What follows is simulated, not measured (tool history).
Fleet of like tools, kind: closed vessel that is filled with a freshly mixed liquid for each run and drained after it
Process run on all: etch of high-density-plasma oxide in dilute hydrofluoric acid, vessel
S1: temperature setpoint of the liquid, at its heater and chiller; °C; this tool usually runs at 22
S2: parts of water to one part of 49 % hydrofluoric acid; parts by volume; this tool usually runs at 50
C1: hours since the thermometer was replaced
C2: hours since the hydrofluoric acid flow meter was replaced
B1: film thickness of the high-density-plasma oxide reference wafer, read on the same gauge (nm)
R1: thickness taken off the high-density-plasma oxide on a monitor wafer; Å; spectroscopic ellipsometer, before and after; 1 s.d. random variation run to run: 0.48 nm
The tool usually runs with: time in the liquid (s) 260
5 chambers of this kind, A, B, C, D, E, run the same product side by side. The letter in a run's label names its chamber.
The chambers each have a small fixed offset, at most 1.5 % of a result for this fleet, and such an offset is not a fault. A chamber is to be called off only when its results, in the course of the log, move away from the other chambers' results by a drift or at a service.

{"run": "1A", "hour": 6.9, "S1": 22, "S2": 50, "time in the liquid (s)": 260, "C1": 2203.3, "C2": 895.2, "B1": 80.004, "R1": 569.5}
{"run": "2D", "hour": 12.6, "S1": 22, "S2": 50, "time in the liquid (s)": 260, "C1": 1308.7, "C2": 1377.2, "B1": 79.969, "R1": 582.67}
{"run": "3C", "hour": 16.4, "S1": 22, "S2": 50, "time in the liquid (s)": 260, "C1": 948.8, "C2": 898.4, "B1": 80.001, "R1": 567.24}
{"run": "4B", "hour": 23.3, "S1": 22, "S2": 50, "time in the liquid (s)": 260, "C1": 525.4, "C2": 1142.8, "B1": 80.017, "R1": 570.88}
{"run": "5E", "hour": 27.9, "S1": 22, "S2": 50, "time in the liquid (s)": 260, "C1": 393.8, "C2": 1612.6, "B1": 80.015, "R1": 566.02}
{"run": "6A", "hour": 34.0, "S1": 22, "S2": 35, "time in the liquid (s)": 355, "C1": 2230.4, "C2": 922.3, "B1": 80.003, "R1": 1117.1}
{"run": "7C", "hour": 37.9, "S1": 22, "S2": 35, "time in the liquid (s)": 355, "C1": 970.3, "C2": 919.9, "B1": 79.951, "R1": 1113.1}
{"run": "8B", "hour": 43.3, "S1": 22, "S2": 35, "time in the liquid (s)": 355, "C1": 545.4, "C2": 1162.8, "B1": 80.009, "R1": 1151.3}
{"hour": 46.6, "done": "chamber B: thermometer replaced"}
{"run": "9E", "hour": 49.6, "S1": 22, "S2": 35, "time in the liquid (s)": 355, "C1": 415.5, "C2": 1634.3, "B1": 79.979, "R1": 1147.3}
{"run": "10D", "hour": 55.7, "S1": 22, "S2": 35, "time in the liquid (s)": 355, "C1": 1351.8, "C2": 1420.3, "B1": 80.006, "R1": 1164}
{"run": "11D", "hour": 59.2, "S1": 22, "S2": 50, "time in the liquid (s)": 260, "C1": 1355.3, "C2": 1423.8, "B1": 79.998, "R1": 569.13}
{"hour": 62.7, "done": "chamber A: thermometer replaced"}
{"run": "12B", "hour": 65.0, "S1": 22, "S2": 50, "time in the liquid (s)": 260, "C1": 18.4, "C2": 1184.5, "B1": 79.938, "R1": 569.24}
{"run": "13C", "hour": 70.2, "S1": 22, "S2": 50, "time in the liquid (s)": 260, "C1": 1002.6, "C2": 952.2, "B1": 79.984, "R1": 568.89}
{"run": "14A", "hour": 75.1, "S1": 22, "S2": 50, "time in the liquid (s)": 260, "C1": 12.5, "C2": 963.4, "B1": 80.008, "R1": 566.14}
{"run": "15E", "hour": 78.7, "S1": 22, "S2": 50, "time in the liquid (s)": 260, "C1": 444.6, "C2": 1663.4, "B1": 79.985, "R1": 561.37}
{"run": "16B", "hour": 82.8, "S1": 22, "S2": 50, "time in the liquid (s)": 260, "C1": 36.2, "C2": 1202.3, "B1": 79.991, "R1": 578.91}
{"run": "17A", "hour": 87.5, "S1": 22, "S2": 50, "time in the liquid (s)": 260, "C1": 24.9, "C2": 975.8, "B1": 80.029, "R1": 565.38}
{"run": "18E", "hour": 94.2, "S1": 22, "S2": 25, "time in the liquid (s)": 260, "C1": 460.1, "C2": 1678.9, "B1": 79.974, "R1": 1129.1}
{"run": "19D", "hour": 98.7, "S1": 22, "S2": 25, "time in the liquid (s)": 260, "C1": 1394.8, "C2": 1463.3, "B1": 79.978, "R1": 1200.5}
{"run": "20C", "hour": 103.2, "S1": 22, "S2": 25, "time in the liquid (s)": 260, "C1": 1035.6, "C2": 985.2, "B1": 79.994, "R1": 1164}
{"run": "21B", "hour": 107.9, "S1": 22, "S2": 25, "time in the liquid (s)": 260, "C1": 61.3, "C2": 1227.4, "B1": 79.971, "R1": 1189.2}
{"run": "22A", "hour": 112.6, "S1": 22, "S2": 25, "time in the liquid (s)": 260, "C1": 50, "C2": 1000.9, "B1": 79.973, "R1": 1159}
{"run": "23E", "hour": 117.8, "S1": 22, "S2": 50, "time in the liquid (s)": 260, "C1": 483.7, "C2": 1702.5, "B1": 79.961, "R1": 546.91}
{"run": "24D", "hour": 123.8, "S1": 22, "S2": 50, "time in the liquid (s)": 260, "C1": 1419.9, "C2": 1488.4, "B1": 80, "R1": 573.55}
{"run": "25C", "hour": 127.4, "S1": 22, "S2": 50, "time in the liquid (s)": 260, "C1": 1059.8, "C2": 1009.4, "B1": 80.018, "R1": 573.52}
{"run": "26D", "hour": 131.1, "S1": 22, "S2": 50, "time in the liquid (s)": 260, "C1": 1427.2, "C2": 1495.7, "B1": 80, "R1": 580.64}
{"run": "27B", "hour": 138.1, "S1": 22, "S2": 50, "time in the liquid (s)": 260, "C1": 91.5, "C2": 1257.6, "B1": 80.011, "R1": 573.23}
{"run": "28E", "hour": 143.1, "S1": 22, "S2": 50, "time in the liquid (s)": 260, "C1": 509, "C2": 1727.8, "B1": 80.021, "R1": 543.43}
{"run": "29C", "hour": 150.0, "S1": 22, "S2": 25, "time in the liquid (s)": 135, "C1": 1082.4, "C2": 1032, "B1": 80.018, "R1": 604.19}
{"run": "30A", "hour": 153.4, "S1": 22, "S2": 25, "time in the liquid (s)": 135, "C1": 90.8, "C2": 1041.7, "B1": 80.027, "R1": 596.8}
{"run": "31D", "hour": 158.4, "S1": 22, "S2": 25, "time in the liquid (s)": 135, "C1": 1454.5, "C2": 1523, "B1": 80.017, "R1": 615.78}
{"run": "32E", "hour": 165.0, "S1": 22, "S2": 25, "time in the liquid (s)": 135, "C1": 530.9, "C2": 1749.7, "B1": 79.983, "R1": 569.84}
{"run": "33A", "hour": 170.4, "S1": 22, "S2": 25, "time in the liquid (s)": 135, "C1": 107.8, "C2": 1058.7, "B1": 79.978, "R1": 606.64}
{"run": "34C", "hour": 177.7, "S1": 22, "S2": 50, "time in the liquid (s)": 260, "C1": 1110.1, "C2": 1059.7, "B1": 79.989, "R1": 564.39}
{"run": "35B", "hour": 182.1, "S1": 22, "S2": 50, "time in the liquid (s)": 260, "C1": 135.5, "C2": 1301.6, "B1": 80.006, "R1": 575.79}

What goes on in this fleet: one chamber off, a drifting gauge, or nothing beyond the chambers' own small offsets? Name the chamber and the cause, if any.

Little by little, chamber E moves away from the other chambers.
Cause: liquid colder than its thermometer reads (K) = 1.89.
The log might look much the same if the cause were instead: hydrofluoric acid flow below the setpoint (%).

Below are 4 candidate recipes for chamber E's next run, each the usual settings with a change, their results shown as question marks. Which of them brings E's results back in line with what the other chambers give on the usual settings?
Allowed miss from the other chambers' usual-settings mean, per result, to count as in line: R1 17 Å
{"run": "36E-1", "hour": 187.4, "S1": 22, "S2": 50, "time in the liquid (s)": 255, "R1": "?"}
{"run": "36E-2", "hour": 187.4, "S1": 22.5, "S2": 50, "time in the liquid (s)": 260, "R1": "?"}
{"run": "36E-3", "hour": 187.4, "S1": 22, "S2": 50, "time in the liquid (s)": 280, "R1": "?"}
{"run": "36E-4", "hour": 187.4, "S1": 22, "S2": 50, "time in the liquid (s)": 240, "R1": "?"}

Other chambers, usual settings, mean: R1 571.31 Å
run=36E-1 R1=516.83
run=36E-2 R1=538.24
run=36E-3 R1=567.5
run=36E-4 R1=486.43
It is 36E-3 that realigns the chamber with its peers.
